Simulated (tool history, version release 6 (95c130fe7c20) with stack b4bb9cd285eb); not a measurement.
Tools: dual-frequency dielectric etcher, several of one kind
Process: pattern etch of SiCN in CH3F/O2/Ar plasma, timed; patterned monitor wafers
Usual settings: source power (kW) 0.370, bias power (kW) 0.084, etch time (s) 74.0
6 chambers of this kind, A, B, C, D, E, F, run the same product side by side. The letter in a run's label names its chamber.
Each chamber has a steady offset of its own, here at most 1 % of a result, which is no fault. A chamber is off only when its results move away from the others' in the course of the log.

run	day	source power (kW)	bias power (kW)	etch time (s)	hours since the last wet clean	hours since the last source power generator calibration	hours since the last bias power generator calibration	read-back reference wafer on the same gauge, depth_nm	mean etch depth across the wafer (nm)
1D	0.312	0.370	0.084	74.0	76.9	4451.7	414.5	28.215	28.592
2E	0.525	0.370	0.084	74.0	533.4	1355.7	1075.1	28.202	28.433
3F	0.754	0.370	0.084	74.0	292.0	3629.2	2651.9	28.205	28.334
4A	0.992	0.370	0.084	74.0	312.8	2316.2	2516.0	28.202	28.344
5C	1.358	0.310	0.084	74.0	214.8	1805.1	1697.4	28.190	26.823
# day 1.462: chamber D: source power generator calibrated
6B	1.538	0.310	0.084	74.0	152.6	1730.9	2546.5	28.185	26.463
7E	1.808	0.310	0.084	74.0	564.2	1386.5	1105.9	28.210	26.601
8A	1.988	0.310	0.084	74.0	336.7	2340.1	2539.9	28.192	26.661
9B	2.183	0.310	0.084	74.0	168.1	1746.4	2562.0	28.218	26.818
10C	2.417	0.310	0.084	74.0	240.2	1830.5	1722.8	28.188	26.893
11F	2.642	0.370	0.084	74.0	337.3	3674.5	2697.2	28.191	28.194
12D	3.025	0.370	0.084	74.0	142.0	37.5	479.6	28.179	28.522
13B	3.383	0.370	0.084	74.0	196.9	1775.2	2590.8	28.218	28.454
14A	3.775	0.370	0.084	74.0	379.6	2383.0	2582.8	28.186	28.430
15F	4.092	0.370	0.084	74.0	372.1	3709.3	2732.0	28.213	28.332
16C	4.325	0.370	0.097	84.5	286.0	1876.3	1768.6	28.182	34.490
# day 4.350: chamber E: wet clean of the chamber
17D	4.554	0.370	0.097	84.5	178.7	74.2	516.3	28.205	34.345
18E	4.762	0.370	0.097	84.5	9.9	1457.4	1176.8	28.199	34.271
19C	5.038	0.370	0.097	84.5	303.1	1893.4	1785.7	28.204	34.424
20F	5.417	0.370	0.097	84.5	403.9	3741.1	2763.8	28.165	34.031
21B	5.742	0.370	0.097	84.5	253.5	1831.8	2647.4	28.166	34.283
22E	5.967	0.370	0.084	74.0	38.8	1486.3	1205.7	28.210	28.474
23D	6.304	0.370	0.084	74.0	220.7	116.2	558.3	28.214	28.530
24A	6.650	0.370	0.084	74.0	448.6	2452.0	2651.8	28.193	28.413
# day 6.800: chamber F: source power generator calibrated
25D	6.900	0.370	0.084	74.0	235.0	130.5	572.6	28.194	28.733
26F	7.083	0.370	0.084	74.0	443.9	6.9	2803.8	28.210	28.322
27B	7.338	0.370	0.084	74.0	291.8	1870.1	2685.7	28.202	28.567
28C	7.592	0.370	0.084	74.0	364.4	1954.7	1847.0	28.181	28.551
29A	7.850	0.370	0.084	74.0	477.4	2480.8	2680.6	28.202	28.357
# day 7.867: chamber A: bias power generator calibrated
# day 7.958: chamber F: wet clean of the chamber
30E	8.158	0.410	0.084	74.0	91.4	1538.9	1258.3	28.187	29.660
31C	8.450	0.410	0.084	74.0	385.0	1975.3	1867.6	28.195	29.785
32E	8.679	0.410	0.084	74.0	103.9	1551.4	1270.8	28.201	29.582
33A	9.071	0.410	0.084	74.0	506.7	2510.1	28.9	28.216	29.522
34D	9.475	0.410	0.084	74.0	296.8	192.3	634.4	28.192	29.671
35F	9.717	0.410	0.084	74.0	42.2	70.1	2867.0	28.172	28.978
36B	10.092	0.370	0.084	74.0	357.9	1936.2	2751.8	28.169	28.507
37B	10.383	0.370	0.084	74.0	364.9	1943.2	2758.8	28.192	28.564
38E	10.733	0.370	0.084	74.0	153.2	1600.7	1320.1	28.205	28.431
39F	11.033	0.370	0.084	74.0	73.8	101.7	2898.6	28.201	27.692
40D	11.342	0.370	0.084	74.0	341.6	237.1	679.2	28.200	28.600
41A	11.612	0.370	0.084	74.0	567.7	2571.1	89.9	28.193	28.389
42C	11.996	0.370	0.084	74.0	470.1	2060.4	1952.7	28.204	28.529
43D	12.283	0.370	0.084	74.0	364.2	259.7	701.8	28.207	28.718

Next, every chamber runs the same settings. What will each give?
44A	12.571	0.420	0.084	74.0					?
44B	12.571	0.420	0.084	74.0					?
44C	12.571	0.420	0.084	74.0					?
44D	12.571	0.420	0.084	74.0					?
44E	12.571	0.420	0.084	74.0					?
44F	12.571	0.420	0.084	74.0					?

run	mean etch depth across the wafer (nm)
44A	29.863
44B	29.939
44C	29.911
44D	30.031
44E	30.034
44F	29.153
